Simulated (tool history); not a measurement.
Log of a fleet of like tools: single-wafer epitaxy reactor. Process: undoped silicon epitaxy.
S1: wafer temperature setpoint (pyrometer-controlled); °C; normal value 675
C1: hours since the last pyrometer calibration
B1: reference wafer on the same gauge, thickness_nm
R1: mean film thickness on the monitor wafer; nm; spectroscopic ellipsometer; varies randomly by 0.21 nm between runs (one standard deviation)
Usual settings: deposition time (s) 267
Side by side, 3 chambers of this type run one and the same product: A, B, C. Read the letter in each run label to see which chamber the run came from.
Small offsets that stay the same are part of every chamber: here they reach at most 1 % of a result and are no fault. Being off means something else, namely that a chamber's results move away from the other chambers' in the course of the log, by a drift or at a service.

Run 1A, hour 5.4: usual settings; C1 838.2; B1 79.489. Result: R1 76.573 nm.
Run 2C, hour 10.1: usual settings; C1 744; B1 79.512. Result: R1 75.662 nm.
Run 3B, hour 16.7: usual settings; C1 983.3; B1 79.466. Result: R1 75.673 nm.
Run 4A, hour 21.3: usual settings; C1 854.1; B1 79.551. Result: R1 76.631 nm.
Run 5B, hour 27.1: usual settings; C1 993.7; B1 79.53. Result: R1 75.827 nm.
Run 6C, hour 32.2: usual settings; C1 766.1; B1 79.452. Result: R1 75.503 nm.
Run 7B, hour 38.7: usual settings; C1 1005.3; B1 79.513. Result: R1 76.337 nm.
Run 8C, hour 44.1: usual settings; C1 778; B1 79.502. Result: R1 75.611 nm.
Run 9A, hour 50.5: usual settings; C1 883.3; B1 79.527. Result: R1 77 nm.
Run 10B, hour 56: usual settings; C1 1022.6; B1 79.516. Result: R1 76.368 nm.
Run 11C, hour 62.5: usual settings; C1 796.4; B1 79.566. Result: R1 75.39 nm.
Run 12A, hour 68.6: usual settings; C1 901.4; B1 79.485. Result: R1 76.535 nm.
Run 13A, hour 75.1: usual settings; C1 907.9; B1 79.516. Result: R1 76.814 nm.
Run 14C, hour 78.8: usual settings; C1 812.7; B1 79.529. Result: R1 75.165 nm.
Run 15B, hour 85.4: usual settings; C1 1052; B1 79.516. Result: R1 76.144 nm.
Run 16C, hour 90.3: usual settings; C1 824.2; B1 79.526. Result: R1 75.52 nm.
Run 17B, hour 95.4: usual settings but S1 686 °C, deposition time (s) 319; C1 1062; B1 79.531. Result: R1 114.37 nm.
Run 18A, hour 102.7: usual settings but S1 686 °C, deposition time (s) 319; C1 935.5; B1 79.526. Result: R1 115.26 nm.
Run 19B, hour 107.8: usual settings but S1 686 °C, deposition time (s) 319; C1 1074.4; B1 79.507. Result: R1 113.98 nm.
Run 20A, hour 113.7: usual settings; C1 946.5; B1 79.462. Result: R1 77.237 nm.
Run 21C, hour 117.6: usual settings; C1 851.5; B1 79.525. Result: R1 75.562 nm.
Run 22C, hour 121.5: usual settings; C1 855.4; B1 79.442. Result: R1 75.703 nm.
Run 23B, hour 125.7: usual settings; C1 1092.3; B1 79.511. Result: R1 76.033 nm.
Run 24A, hour 129.2: usual settings but deposition time (s) 292; C1 962; B1 79.53. Result: R1 84.729 nm.
Run 25C, hour 134.7: usual settings but deposition time (s) 292; C1 868.6; B1 79.524. Result: R1 82.578 nm.
Run 26B, hour 139.5: usual settings but deposition time (s) 292; C1 1106.1; B1 79.574. Result: R1 83.123 nm.
Run 27A, hour 143.4: usual settings; C1 976.2; B1 79.548. Result: R1 77.995 nm.
Run 28C, hour 146.8: usual settings; C1 880.7; B1 79.471. Result: R1 75.406 nm.
Run 29A, hour 152.6: usual settings; C1 985.4; B1 79.453. Result: R1 77.734 nm.
Run 30B, hour 159.7: usual settings; C1 1126.3; B1 79.46. Result: R1 76.572 nm.
Run 31C, hour 165.7: usual settings; C1 899.6; B1 79.555. Result: R1 75.608 nm.

All 3 chambers run these settings next. Forecast each chamber's results:
Run 32A, hour 171: usual settings but deposition time (s) 248. Result: R1 ?.
Run 32B, hour 171: usual settings but deposition time (s) 248. Result: R1 ?.
Run 32C, hour 171: usual settings but deposition time (s) 248. Result: R1 ?.

run      R1
32A  72.308
32B  70.601
32C  69.995
